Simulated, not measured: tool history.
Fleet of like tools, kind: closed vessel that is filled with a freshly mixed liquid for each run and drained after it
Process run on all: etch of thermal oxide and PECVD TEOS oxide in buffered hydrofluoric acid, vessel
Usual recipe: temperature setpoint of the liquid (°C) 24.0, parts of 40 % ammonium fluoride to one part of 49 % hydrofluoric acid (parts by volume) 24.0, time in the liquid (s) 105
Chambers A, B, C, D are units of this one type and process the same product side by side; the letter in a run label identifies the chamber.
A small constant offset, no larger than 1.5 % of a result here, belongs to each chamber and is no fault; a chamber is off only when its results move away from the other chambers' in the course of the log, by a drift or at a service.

run	hour	temperature setpoint of the liquid (°C)	parts of 40 % ammonium fluoride to one part of 49 % hydrofluoric acid (parts by volume)	time in the liquid (s)	hours since the thermometer was replaced	hours since the hydrofluoric acid flow meter was replaced	read-back film thickness of the thermal oxide reference wafer, read on the same gauge (nm)	read-back film thickness of the PECVD TEOS oxide reference wafer, read on the same gauge (nm)	thickness taken off the thermal oxide on a monitor wafer (angstrom)	thickness taken off the PECVD TEOS oxide on a monitor wafer (angstrom)
1D	3.2	24.0	24.0	105	2018.1	238.5	110.00	50.000	510.41	1439.90
2C	7.7	24.0	24.0	105	1123.4	195.8	110.02	49.991	513.72	1434.20
3A	10.4	24.0	24.0	105	1087.4	201.9	110.00	50.001	516.48	1442.30
4B	15.5	24.0	24.0	105	1072.4	251.8	110.00	49.995	503.40	1457.10
5A	20.3	24.0	24.0	105	1097.3	211.8	109.98	50.009	519.49	1447.10
6D	25.9	24.0	24.0	105	2040.8	261.2	109.99	50.008	512.03	1433.10
7B	30.8	24.0	24.0	105	1087.7	267.1	110.02	49.990	500.15	1447.90
8C	36.3	24.0	24.0	105	1152.0	224.4	110.02	50.005	518.63	1429.80
9C	40.2	24.0	24.0	105	1155.9	228.3	110.02	49.982	513.49	1442.60
10A	45.1	24.0	24.0	105	1122.1	236.6	110.00	49.994	520.84	1441.10
11B	50.2	24.0	24.0	105	1107.1	286.5	110.00	49.998	502.70	1459.80
12D	54.2	24.0	24.0	105	2069.1	289.5	109.99	50.004	510.83	1436.70
13B	58.2	24.0	24.0	105	1115.1	294.5	110.00	49.993	504.37	1448.20
14C	61.0	24.0	24.0	105	1176.7	249.1	110.02	49.999	515.65	1422.00
15D	65.3	24.0	24.0	105	2080.2	300.6	110.01	50.017	511.31	1447.10
16A	70.6	24.0	24.0	105	1147.6	262.1	110.02	49.993	516.86	1441.60
17C	75.0	24.0	24.0	105	1190.7	263.1	110.00	49.989	513.88	1436.50
18D	77.5	24.0	24.0	105	2092.4	312.8	110.01	50.015	511.38	1438.30
19B	82.3	24.0	24.0	105	1139.2	318.6	110.00	50.017	509.05	1461.40
20A	86.6	24.0	29.5	105	1163.6	278.1	109.99	50.010	448.38	1253.70
21C	91.9	24.0	29.5	105	1207.6	280.0	110.01	50.020	450.09	1250.10
22B	96.9	24.0	29.5	105	1153.8	333.2	109.97	50.007	437.34	1260.00
23D	100.3	24.0	29.5	105	2115.2	335.6	110.01	50.005	441.47	1246.80
24A	102.9	24.0	24.0	105	1179.9	294.4	110.00	49.986	515.43	1444.80
25C	107.4	19.5	30.0	105	1223.1	295.5	110.00	49.988	340.67	959.97

All 4 chambers run these settings next. Forecast each chamber's results:
26A	111.4	24.0	24.0	125					?	?
26B	111.4	24.0	24.0	125					?	?
26C	111.4	24.0	24.0	125					?	?
26D	111.4	24.0	24.0	125					?	?

run	thickness taken off the thermal oxide on a monitor wafer (angstrom)	thickness taken off the PECVD TEOS oxide on a monitor wafer (angstrom)
26A	616.48	1721.60
26B	602.29	1729.50
26C	615.36	1699.80
26D	602.80	1730.30

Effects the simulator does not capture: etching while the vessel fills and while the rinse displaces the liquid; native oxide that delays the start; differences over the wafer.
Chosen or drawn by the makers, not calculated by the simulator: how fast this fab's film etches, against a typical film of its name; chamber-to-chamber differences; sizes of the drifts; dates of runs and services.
